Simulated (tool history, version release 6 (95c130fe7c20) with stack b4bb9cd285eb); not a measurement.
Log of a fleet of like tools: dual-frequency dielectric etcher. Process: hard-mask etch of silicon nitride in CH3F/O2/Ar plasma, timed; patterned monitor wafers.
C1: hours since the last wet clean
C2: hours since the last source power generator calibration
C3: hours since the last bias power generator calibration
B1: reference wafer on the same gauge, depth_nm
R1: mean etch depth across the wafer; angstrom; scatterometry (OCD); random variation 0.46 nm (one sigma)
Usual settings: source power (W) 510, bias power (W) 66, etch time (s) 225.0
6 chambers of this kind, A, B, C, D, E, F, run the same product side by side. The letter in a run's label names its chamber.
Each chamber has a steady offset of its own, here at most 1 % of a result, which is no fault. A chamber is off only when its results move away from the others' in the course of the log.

{"hour": 5.4, "done": "chamber E: wet clean of the chamber"}
{"run": "1D", "hour": 12.8, "source power (W)": 510, "bias power (W)": 66, "etch time (s)": 225.0, "C1": 135.8, "C2": 4061.2, "C3": 611.8, "B1": 161.92, "R1": 1690.1}
{"run": "2E", "hour": 29.2, "source power (W)": 510, "bias power (W)": 66, "etch time (s)": 225.0, "C1": 23.8, "C2": 304.3, "C3": 1803.6, "B1": 161.86, "R1": 1692.7}
{"run": "3B", "hour": 39.7, "source power (W)": 510, "bias power (W)": 66, "etch time (s)": 225.0, "C1": 272.9, "C2": 408.0, "C3": 1594.9, "B1": 161.89, "R1": 1676.7}
{"hour": 46.1, "done": "chamber C: wet clean of the chamber"}
{"run": "4C", "hour": 47.5, "source power (W)": 510, "bias power (W)": 66, "etch time (s)": 225.0, "C1": 1.5, "C2": 434.2, "C3": 3946.0, "B1": 162.13, "R1": 1665.7}
{"run": "5A", "hour": 56.0, "source power (W)": 510, "bias power (W)": 66, "etch time (s)": 225.0, "C1": 96.8, "C2": 2797.0, "C3": 453.8, "B1": 162.01, "R1": 1659.8}
{"run": "6F", "hour": 68.8, "source power (W)": 510, "bias power (W)": 66, "etch time (s)": 177.5, "C1": 96.1, "C2": 619.6, "C3": 2904.2, "B1": 161.99, "R1": 1328.9}
{"run": "7E", "hour": 76.2, "source power (W)": 510, "bias power (W)": 66, "etch time (s)": 177.5, "C1": 70.8, "C2": 351.3, "C3": 1850.6, "B1": 162.07, "R1": 1339.0}
{"run": "8C", "hour": 83.6, "source power (W)": 510, "bias power (W)": 66, "etch time (s)": 177.5, "C1": 37.6, "C2": 470.3, "C3": 3982.1, "B1": 162.09, "R1": 1311.6}
{"run": "9F", "hour": 98.4, "source power (W)": 510, "bias power (W)": 66, "etch time (s)": 177.5, "C1": 125.7, "C2": 649.2, "C3": 2933.8, "B1": 162.18, "R1": 1328.3}
{"run": "10B", "hour": 113.7, "source power (W)": 510, "bias power (W)": 66, "etch time (s)": 177.5, "C1": 346.9, "C2": 482.0, "C3": 1668.9, "B1": 162.05, "R1": 1325.6}
{"hour": 118.4, "done": "chamber E: bias power generator calibrated"}
{"run": "11D", "hour": 123.0, "source power (W)": 510, "bias power (W)": 66, "etch time (s)": 177.5, "C1": 246.0, "C2": 4171.4, "C3": 722.0, "B1": 161.97, "R1": 1331.6}
{"run": "12A", "hour": 138.5, "source power (W)": 510, "bias power (W)": 66, "etch time (s)": 225.0, "C1": 179.3, "C2": 2879.5, "C3": 536.3, "B1": 162.01, "R1": 1664.1}
{"run": "13D", "hour": 152.1, "source power (W)": 510, "bias power (W)": 66, "etch time (s)": 225.0, "C1": 275.1, "C2": 4200.5, "C3": 751.1, "B1": 162.04, "R1": 1684.7}
{"run": "14A", "hour": 167.5, "source power (W)": 510, "bias power (W)": 66, "etch time (s)": 225.0, "C1": 208.3, "C2": 2908.5, "C3": 565.3, "B1": 162.12, "R1": 1664.4}
{"run": "15E", "hour": 178.5, "source power (W)": 510, "bias power (W)": 66, "etch time (s)": 225.0, "C1": 173.1, "C2": 453.6, "C3": 60.1, "B1": 161.95, "R1": 1691.2}
{"run": "16C", "hour": 186.2, "source power (W)": 510, "bias power (W)": 66, "etch time (s)": 225.0, "C1": 140.2, "C2": 572.9, "C3": 4084.7, "B1": 161.98, "R1": 1678.3}
{"run": "17F", "hour": 194.6, "source power (W)": 510, "bias power (W)": 66, "etch time (s)": 225.0, "C1": 221.9, "C2": 745.4, "C3": 3030.0, "B1": 161.94, "R1": 1688.3}
{"run": "18B", "hour": 208.7, "source power (W)": 390, "bias power (W)": 66, "etch time (s)": 168.0, "C1": 441.9, "C2": 577.0, "C3": 1763.9, "B1": 161.97, "R1": 1138.1}
{"run": "19D", "hour": 220.4, "source power (W)": 390, "bias power (W)": 66, "etch time (s)": 168.0, "C1": 343.4, "C2": 4268.8, "C3": 819.4, "B1": 162.05, "R1": 1141.7}
{"run": "20E", "hour": 232.5, "source power (W)": 390, "bias power (W)": 66, "etch time (s)": 168.0, "C1": 227.1, "C2": 507.6, "C3": 114.1, "B1": 162.11, "R1": 1135.1}
{"run": "21F", "hour": 248.7, "source power (W)": 390, "bias power (W)": 66, "etch time (s)": 168.0, "C1": 276.0, "C2": 799.5, "C3": 3084.1, "B1": 162.0, "R1": 1135.9}
{"hour": 251.4, "done": "chamber A: source power generator calibrated"}
{"run": "22A", "hour": 259.8, "source power (W)": 390, "bias power (W)": 66, "etch time (s)": 168.0, "C1": 300.6, "C2": 8.5, "C3": 657.6, "B1": 161.99, "R1": 1128.8}
{"run": "23C", "hour": 269.9, "source power (W)": 390, "bias power (W)": 66, "etch time (s)": 168.0, "C1": 223.9, "C2": 656.6, "C3": 4168.4, "B1": 161.98, "R1": 1128.0}
{"run": "24B", "hour": 278.1, "source power (W)": 510, "bias power (W)": 66, "etch time (s)": 225.0, "C1": 511.3, "C2": 646.4, "C3": 1833.3, "B1": 162.0, "R1": 1678.9}
{"hour": 284.6, "done": "chamber D: wet clean of the chamber"}
{"run": "25E", "hour": 293.2, "source power (W)": 440, "bias power (W)": 66, "etch time (s)": 225.0, "C1": 287.8, "C2": 568.3, "C3": 174.8, "B1": 161.92, "R1": 1604.6}
{"run": "26F", "hour": 300.8, "source power (W)": 440, "bias power (W)": 66, "etch time (s)": 225.0, "C1": 328.1, "C2": 851.6, "C3": 3136.2, "B1": 161.98, "R1": 1586.5}
{"run": "27D", "hour": 311.9, "source power (W)": 440, "bias power (W)": 66, "etch time (s)": 225.0, "C1": 27.3, "C2": 4360.3, "C3": 910.9, "B1": 162.05, "R1": 1630.6}
{"hour": 312.6, "done": "chamber A: wet clean of the chamber"}
{"run": "28C", "hour": 325.5, "source power (W)": 440, "bias power (W)": 66, "etch time (s)": 225.0, "C1": 279.5, "C2": 712.2, "C3": 4224.0, "B1": 161.98, "R1": 1573.6}
{"run": "29B", "hour": 333.4, "source power (W)": 440, "bias power (W)": 66, "etch time (s)": 225.0, "C1": 566.6, "C2": 701.7, "C3": 1888.6, "B1": 162.01, "R1": 1585.6}
{"hour": 342.4, "done": "chamber B: wet clean of the chamber"}
{"run": "30A", "hour": 347.6, "source power (W)": 440, "bias power (W)": 66, "etch time (s)": 225.0, "C1": 35.0, "C2": 96.3, "C3": 745.4, "B1": 162.02, "R1": 1572.6}
{"hour": 351.9, "done": "chamber D: source power generator calibrated"}
{"hour": 354.8, "done": "chamber E: wet clean of the chamber"}
{"run": "31C", "hour": 359.2, "source power (W)": 620, "bias power (W)": 66, "etch time (s)": 288.0, "C1": 313.2, "C2": 745.9, "C3": 4257.7, "B1": 162.0, "R1": 2307.2}
{"hour": 360.9, "done": "chamber F: wet clean of the chamber"}
{"run": "32D", "hour": 370.6, "source power (W)": 620, "bias power (W)": 66, "etch time (s)": 288.0, "C1": 86.0, "C2": 18.7, "C3": 969.6, "B1": 161.97, "R1": 2373.5}
{"hour": 379.7, "done": "chamber C: wet clean of the chamber"}
{"run": "33A", "hour": 386.2, "source power (W)": 620, "bias power (W)": 66, "etch time (s)": 288.0, "C1": 73.6, "C2": 134.9, "C3": 784.0, "B1": 161.85, "R1": 2301.6}
{"run": "34B", "hour": 396.6, "source power (W)": 620, "bias power (W)": 66, "etch time (s)": 288.0, "C1": 54.3, "C2": 764.9, "C3": 1951.8, "B1": 162.02, "R1": 2320.5}
{"run": "35E", "hour": 409.4, "source power (W)": 620, "bias power (W)": 66, "etch time (s)": 288.0, "C1": 54.7, "C2": 684.5, "C3": 291.0, "B1": 162.01, "R1": 2338.8}
{"run": "36F", "hour": 420.4, "source power (W)": 620, "bias power (W)": 66, "etch time (s)": 288.0, "C1": 59.5, "C2": 971.2, "C3": 3255.8, "B1": 162.03, "R1": 2316.5}
{"run": "37D", "hour": 434.1, "source power (W)": 510, "bias power (W)": 66, "etch time (s)": 225.0, "C1": 149.5, "C2": 82.2, "C3": 1033.1, "B1": 162.03, "R1": 1724.8}
{"run": "38C", "hour": 447.9, "source power (W)": 510, "bias power (W)": 66, "etch time (s)": 225.0, "C1": 68.2, "C2": 834.6, "C3": 4346.4, "B1": 161.95, "R1": 1672.6}
{"run": "39B", "hour": 462.7, "source power (W)": 510, "bias power (W)": 66, "etch time (s)": 225.0, "C1": 120.4, "C2": 831.0, "C3": 2017.9, "B1": 162.01, "R1": 1695.3}
{"run": "40A", "hour": 478.5, "source power (W)": 510, "bias power (W)": 66, "etch time (s)": 225.0, "C1": 165.9, "C2": 227.2, "C3": 876.3, "B1": 161.94, "R1": 1672.1}
{"run": "41E", "hour": 491.1, "source power (W)": 510, "bias power (W)": 66, "etch time (s)": 225.0, "C1": 136.4, "C2": 766.2, "C3": 372.7, "B1": 162.02, "R1": 1702.9}
{"run": "42F", "hour": 498.7, "source power (W)": 510, "bias power (W)": 66, "etch time (s)": 225.0, "C1": 137.8, "C2": 1049.5, "C3": 3334.1, "B1": 161.91, "R1": 1685.5}
{"run": "43C", "hour": 505.9, "source power (W)": 470, "bias power (W)": 60, "etch time (s)": 225.0, "C1": 126.2, "C2": 892.6, "C3": 4404.4, "B1": 162.04, "R1": 1567.0}
{"run": "44A", "hour": 515.6, "source power (W)": 470, "bias power (W)": 60, "etch time (s)": 225.0, "C1": 203.0, "C2": 264.3, "C3": 913.4, "B1": 161.92, "R1": 1572.5}

Next, every chamber runs the same settings. What will each give?
{"run": "45A", "hour": 527.4, "source power (W)": 510, "bias power (W)": 66, "etch time (s)": 225.0, "R1": "?"}
{"run": "45B", "hour": 527.4, "source power (W)": 510, "bias power (W)": 66, "etch time (s)": 225.0, "R1": "?"}
{"run": "45C", "hour": 527.4, "source power (W)": 510, "bias power (W)": 66, "etch time (s)": 225.0, "R1": "?"}
{"run": "45D", "hour": 527.4, "source power (W)": 510, "bias power (W)": 66, "etch time (s)": 225.0, "R1": "?"}
{"run": "45E", "hour": 527.4, "source power (W)": 510, "bias power (W)": 66, "etch time (s)": 225.0, "R1": "?"}
{"run": "45F", "hour": 527.4, "source power (W)": 510, "bias power (W)": 66, "etch time (s)": 225.0, "R1": "?"}

run=45A R1=1673.1
run=45B R1=1686.1
run=45C R1=1672.5
run=45D R1=1720.4
run=45E R1=1690.2
run=45F R1=1683.4
